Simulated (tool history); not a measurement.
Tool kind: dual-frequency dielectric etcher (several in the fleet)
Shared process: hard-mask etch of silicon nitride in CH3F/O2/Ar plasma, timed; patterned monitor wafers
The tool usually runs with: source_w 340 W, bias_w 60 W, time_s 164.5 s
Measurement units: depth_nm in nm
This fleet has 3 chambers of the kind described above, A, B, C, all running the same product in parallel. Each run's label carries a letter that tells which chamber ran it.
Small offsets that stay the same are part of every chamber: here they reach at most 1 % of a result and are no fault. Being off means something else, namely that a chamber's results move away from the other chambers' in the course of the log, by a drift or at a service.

run   hour  source_w  bias_w  time_s  hours since the last wet clean  hours since the last source power generator calibration  hours since the last bias power generator calibration  read-back reference wafer on the same gauge, depth_nm  depth_nm
 1A    6.7       340      60   164.5                           102.9                                                   1237.4                                                  719.9                                                    110    101.82
 2C   10.2       340      60   164.5                           298.6                                                    751.3                                                 1234.4                                                 109.95    101.16
 3B   14.2       340      60   164.5                             201                                                    352.4                                                 1536.9                                                 109.97    101.85
 4B   18.6       340      60   164.5                           205.4                                                    356.8                                                 1541.3                                                 109.98    101.24
 5C   22.7       340      60   164.5                           311.1                                                    763.8                                                 1246.9                                                 109.93    101.23
 6A   28.9       280      60     206                           125.1                                                   1259.6                                                  742.1                                                 109.96    118.31
 7A   32.6       280      60     206                           128.8                                                   1263.3                                                  745.8                                                 109.94    119.34
 8C   39.4       280      60     206                           327.8                                                    780.5                                                 1263.6                                                  110.1     118.3
 9B   46.2       340      60   164.5                             233                                                    384.4                                                 1568.9                                                 110.05    100.77
10A   53.5       340      60   164.5                           149.7                                                   1284.2                                                  766.7                                                 110.02    102.12
11B   60.5       340      51     203                           247.3                                                    398.7                                                 1583.2                                                 110.03    118.33
12C   67.2       340      51     203                           355.6                                                    808.3                                                 1291.4                                                 109.98    117.78
13B   73.1       340      51     203                           259.9                                                    411.3                                                 1595.8                                                    110    118.13
14A   78.3       370      60     124                           174.5                                                     1309                                                  791.5                                                 110.03    79.551
15C   82.1       370      60     124                           370.5                                                    823.2                                                 1306.3                                                 110.07    79.239
16A   86.2       370      60     124                           182.4                                                   1316.9                                                  799.4                                                 110.05    79.823
17B   91.4       340      60   164.5                           278.2                                                    429.6                                                 1614.1                                                 109.96    101.05
18C   97.3       340      60   164.5                           385.7                                                    838.4                                                 1321.5                                                 109.98    101.15
19A    101       340      60   164.5                           197.2                                                   1331.7                                                  814.2                                                 109.96    102.53
20C  104.8       380      60   164.5                           393.2                                                    845.9                                                   1329                                                 109.98    105.45
21B  111.4       380      60   164.5                           298.2                                                    449.6                                                 1634.1                                                 109.96    105.55
22B  114.8       380      60   164.5                           301.6                                                      453                                                 1637.5                                                 109.94    105.44
23A  121.9       340      60   164.5                           218.1                                                   1352.6                                                  835.1                                                 110.01    102.05
     126.6  -- chamber C: bias power generator calibrated
24C  127.1       340      69   164.5                           415.5                                                    868.2                                                    0.5                                                 109.97    105.41
25A  132.8       340      69   164.5                             229                                                   1363.5                                                    846                                                 109.97    107.27
26C  136.3       340      69   164.5                           424.7                                                    877.4                                                    9.7                                                 109.99    106.03
27B  140.1       340      60   164.5                           326.9                                                    478.3                                                 1662.8                                                 109.98    101.38
28B  145.7       260      60     124                           332.5                                                    483.9                                                 1668.4                                                 110.04    68.763
29A  150.7       260      60     124                           246.9                                                   1381.4                                                  863.9                                                 110.01    69.596
30C  157.6       260      60     124                             446                                                    898.7                                                     31                                                 109.95    68.873
31C  161.1       340      60   164.5                           449.5                                                    902.2                                                   34.5                                                 110.05    101.04
32A  164.8       280      72   164.5                             261                                                   1395.5                                                    878                                                 109.92     100.9
33B  170.7       280      72   164.5                           357.5                                                    508.9                                                 1693.4                                                 110.01    100.06
34B  174.2       280      72   164.5                             361                                                    512.4                                                 1696.9                                                 110.03    99.871
35A  181.3       340      60   164.5                           277.5                                                     1412                                                  894.5                                                 110.02    102.31
36C  186.5       340      60   164.5                           474.9                                                    927.6                                                   59.9                                                 110.05    101.61
37B  193.4       340      60   164.5                           380.2                                                    531.6                                                 1716.1                                                 109.99    100.66
38C  197.5       340      74   164.5                           485.9                                                    938.6                                                   70.9                                                 110.03    108.71
39A  202.2       340      74   164.5                           298.4                                                   1432.9                                                  915.4                                                 109.98    109.66
40C    206       340      74   164.5                           494.4                                                    947.1                                                   79.4                                                    110    108.12
41B  211.5       340      60   164.5                           398.3                                                    549.7                                                 1734.2                                                 109.92    100.53
42A  218.1       340      60     130                           314.3                                                   1448.8                                                  931.3                                                    110    80.739

The same settings go to every chamber for the next run, one line per chamber below. Forecast the results for each:
43A  223.5       340      60   164.5                                                                                                                                                                                                                ?
43B  223.5       340      60   164.5                                                                                                                                                                                                                ?
43C  223.5       340      60   164.5                                                                                                                                                                                                                ?

run  depth_nm
43A    102.04
43B    101.02
43C    101.89
